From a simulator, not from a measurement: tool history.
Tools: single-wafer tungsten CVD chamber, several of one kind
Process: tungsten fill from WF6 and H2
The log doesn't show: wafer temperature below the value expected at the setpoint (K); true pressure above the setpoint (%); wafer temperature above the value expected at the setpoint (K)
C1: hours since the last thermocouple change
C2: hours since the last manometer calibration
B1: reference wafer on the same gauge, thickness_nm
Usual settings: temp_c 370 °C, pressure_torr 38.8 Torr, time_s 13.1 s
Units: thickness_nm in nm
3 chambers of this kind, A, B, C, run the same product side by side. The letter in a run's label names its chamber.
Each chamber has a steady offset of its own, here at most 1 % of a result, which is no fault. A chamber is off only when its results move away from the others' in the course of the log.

{"run": "1C", "hour": 12.8, "temp_c": 370, "pressure_torr": 38.8, "time_s": 13.1, "C1": 397.7, "C2": 1663.2, "B1": 23.704, "thickness_nm": 23.527}
{"run": "2B", "hour": 25.3, "temp_c": 370, "pressure_torr": 38.8, "time_s": 13.1, "C1": 1589.9, "C2": 329.9, "B1": 23.694, "thickness_nm": 23.82}
{"hour": 34.0, "done": "chamber A: thermocouple changed; heater temperature recalibrated"}
{"run": "3A", "hour": 36.0, "temp_c": 370, "pressure_torr": 38.8, "time_s": 13.1, "C1": 2.1, "C2": 808.4, "B1": 23.693, "thickness_nm": 23.568}
{"run": "4A", "hour": 47.3, "temp_c": 370, "pressure_torr": 38.8, "time_s": 13.1, "C1": 13.4, "C2": 819.7, "B1": 23.682, "thickness_nm": 23.589}
{"run": "5C", "hour": 57.4, "temp_c": 370, "pressure_torr": 38.8, "time_s": 13.1, "C1": 442.3, "C2": 1707.8, "B1": 23.684, "thickness_nm": 23.456}
{"run": "6B", "hour": 63.5, "temp_c": 370, "pressure_torr": 38.8, "time_s": 13.1, "C1": 1628.1, "C2": 368.1, "B1": 23.683, "thickness_nm": 23.767}
{"run": "7C", "hour": 76.6, "temp_c": 370, "pressure_torr": 38.8, "time_s": 13.1, "C1": 461.5, "C2": 1727.0, "B1": 23.678, "thickness_nm": 23.524}
{"run": "8B", "hour": 90.4, "temp_c": 370, "pressure_torr": 38.8, "time_s": 13.1, "C1": 1655.0, "C2": 395.0, "B1": 23.664, "thickness_nm": 23.834}
{"run": "9A", "hour": 96.6, "temp_c": 370, "pressure_torr": 38.8, "time_s": 13.1, "C1": 62.7, "C2": 869.0, "B1": 23.665, "thickness_nm": 23.589}
{"run": "10A", "hour": 105.5, "temp_c": 370, "pressure_torr": 41.7, "time_s": 15.2, "C1": 71.6, "C2": 877.9, "B1": 23.663, "thickness_nm": 28.311}
{"run": "11B", "hour": 112.5, "temp_c": 370, "pressure_torr": 41.7, "time_s": 15.2, "C1": 1677.1, "C2": 417.1, "B1": 23.662, "thickness_nm": 28.579}
{"run": "12C", "hour": 118.6, "temp_c": 370, "pressure_torr": 41.7, "time_s": 15.2, "C1": 503.5, "C2": 1769.0, "B1": 23.661, "thickness_nm": 28.145}
{"run": "13B", "hour": 125.9, "temp_c": 370, "pressure_torr": 38.8, "time_s": 13.1, "C1": 1690.5, "C2": 430.5, "B1": 23.663, "thickness_nm": 23.804}
{"run": "14C", "hour": 139.2, "temp_c": 360, "pressure_torr": 38.8, "time_s": 14.1, "C1": 524.1, "C2": 1789.6, "B1": 23.655, "thickness_nm": 20.329}
{"run": "15A", "hour": 145.5, "temp_c": 360, "pressure_torr": 38.8, "time_s": 14.1, "C1": 111.6, "C2": 917.9, "B1": 23.657, "thickness_nm": 20.383}
{"run": "16C", "hour": 152.4, "temp_c": 360, "pressure_torr": 38.8, "time_s": 14.1, "C1": 537.3, "C2": 1802.8, "B1": 23.653, "thickness_nm": 20.313}
{"run": "17A", "hour": 159.5, "temp_c": 370, "pressure_torr": 38.8, "time_s": 13.1, "C1": 125.6, "C2": 931.9, "B1": 23.65, "thickness_nm": 23.608}
{"run": "18B", "hour": 169.6, "temp_c": 370, "pressure_torr": 38.8, "time_s": 13.1, "C1": 1734.2, "C2": 474.2, "B1": 23.648, "thickness_nm": 23.775}
{"run": "19C", "hour": 177.2, "temp_c": 370, "pressure_torr": 38.8, "time_s": 13.1, "C1": 562.1, "C2": 1827.6, "B1": 23.636, "thickness_nm": 23.448}
{"run": "20A", "hour": 186.7, "temp_c": 370, "pressure_torr": 38.8, "time_s": 13.1, "C1": 152.8, "C2": 959.1, "B1": 23.638, "thickness_nm": 23.584}
{"run": "21B", "hour": 195.6, "temp_c": 370, "pressure_torr": 38.8, "time_s": 13.1, "C1": 1760.2, "C2": 500.2, "B1": 23.632, "thickness_nm": 23.748}
{"run": "22C", "hour": 204.8, "temp_c": 355, "pressure_torr": 43.5, "time_s": 13.1, "C1": 589.7, "C2": 1855.2, "B1": 23.635, "thickness_nm": 17.811}
{"run": "23B", "hour": 218.2, "temp_c": 355, "pressure_torr": 43.5, "time_s": 13.1, "C1": 1782.8, "C2": 522.8, "B1": 23.631, "thickness_nm": 17.955}
{"hour": 220.6, "done": "chamber B: thermocouple changed; heater temperature recalibrated"}
{"run": "24A", "hour": 228.8, "temp_c": 355, "pressure_torr": 43.5, "time_s": 13.1, "C1": 194.9, "C2": 1001.2, "B1": 23.629, "thickness_nm": 17.869}
{"run": "25A", "hour": 236.4, "temp_c": 370, "pressure_torr": 38.8, "time_s": 13.1, "C1": 202.5, "C2": 1008.8, "B1": 23.623, "thickness_nm": 23.541}
{"run": "26C", "hour": 243.9, "temp_c": 380, "pressure_torr": 38.8, "time_s": 14.8, "C1": 628.8, "C2": 1894.3, "B1": 23.621, "thickness_nm": 32.578}
{"run": "27B", "hour": 253.3, "temp_c": 380, "pressure_torr": 38.8, "time_s": 14.8, "C1": 32.8, "C2": 557.9, "B1": 23.619, "thickness_nm": 33.065}
{"run": "28C", "hour": 264.8, "temp_c": 380, "pressure_torr": 38.8, "time_s": 14.8, "C1": 649.7, "C2": 1915.2, "B1": 23.611, "thickness_nm": 32.551}
{"run": "29B", "hour": 275.8, "temp_c": 370, "pressure_torr": 38.8, "time_s": 13.1, "C1": 55.3, "C2": 580.4, "B1": 23.615, "thickness_nm": 23.764}
{"run": "30A", "hour": 287.4, "temp_c": 370, "pressure_torr": 38.8, "time_s": 13.1, "C1": 253.5, "C2": 1059.8, "B1": 23.606, "thickness_nm": 23.491}
{"run": "31C", "hour": 298.4, "temp_c": 370, "pressure_torr": 38.8, "time_s": 13.1, "C1": 683.3, "C2": 1948.8, "B1": 23.604, "thickness_nm": 23.42}
{"run": "32A", "hour": 306.1, "temp_c": 370, "pressure_torr": 38.8, "time_s": 13.1, "C1": 272.2, "C2": 1078.5, "B1": 23.608, "thickness_nm": 23.545}
{"run": "33B", "hour": 315.4, "temp_c": 370, "pressure_torr": 38.8, "time_s": 13.1, "C1": 94.9, "C2": 620.0, "B1": 23.598, "thickness_nm": 23.716}
{"run": "34B", "hour": 327.5, "temp_c": 370, "pressure_torr": 38.8, "time_s": 13.1, "C1": 107.0, "C2": 632.1, "B1": 23.595, "thickness_nm": 23.731}
{"run": "35A", "hour": 339.4, "temp_c": 370, "pressure_torr": 34.4, "time_s": 13.1, "C1": 305.5, "C2": 1111.8, "B1": 23.591, "thickness_nm": 22.188}

Next, every chamber runs the same settings. What will each give?
{"run": "36A", "hour": 349.3, "temp_c": 370, "pressure_torr": 38.8, "time_s": 11.3, "thickness_nm": "?"}
{"run": "36B", "hour": 349.3, "temp_c": 370, "pressure_torr": 38.8, "time_s": 11.3, "thickness_nm": "?"}
{"run": "36C", "hour": 349.3, "temp_c": 370, "pressure_torr": 38.8, "time_s": 11.3, "thickness_nm": "?"}

run=36A thickness_nm=20.285
run=36B thickness_nm=20.460
run=36C thickness_nm=20.102
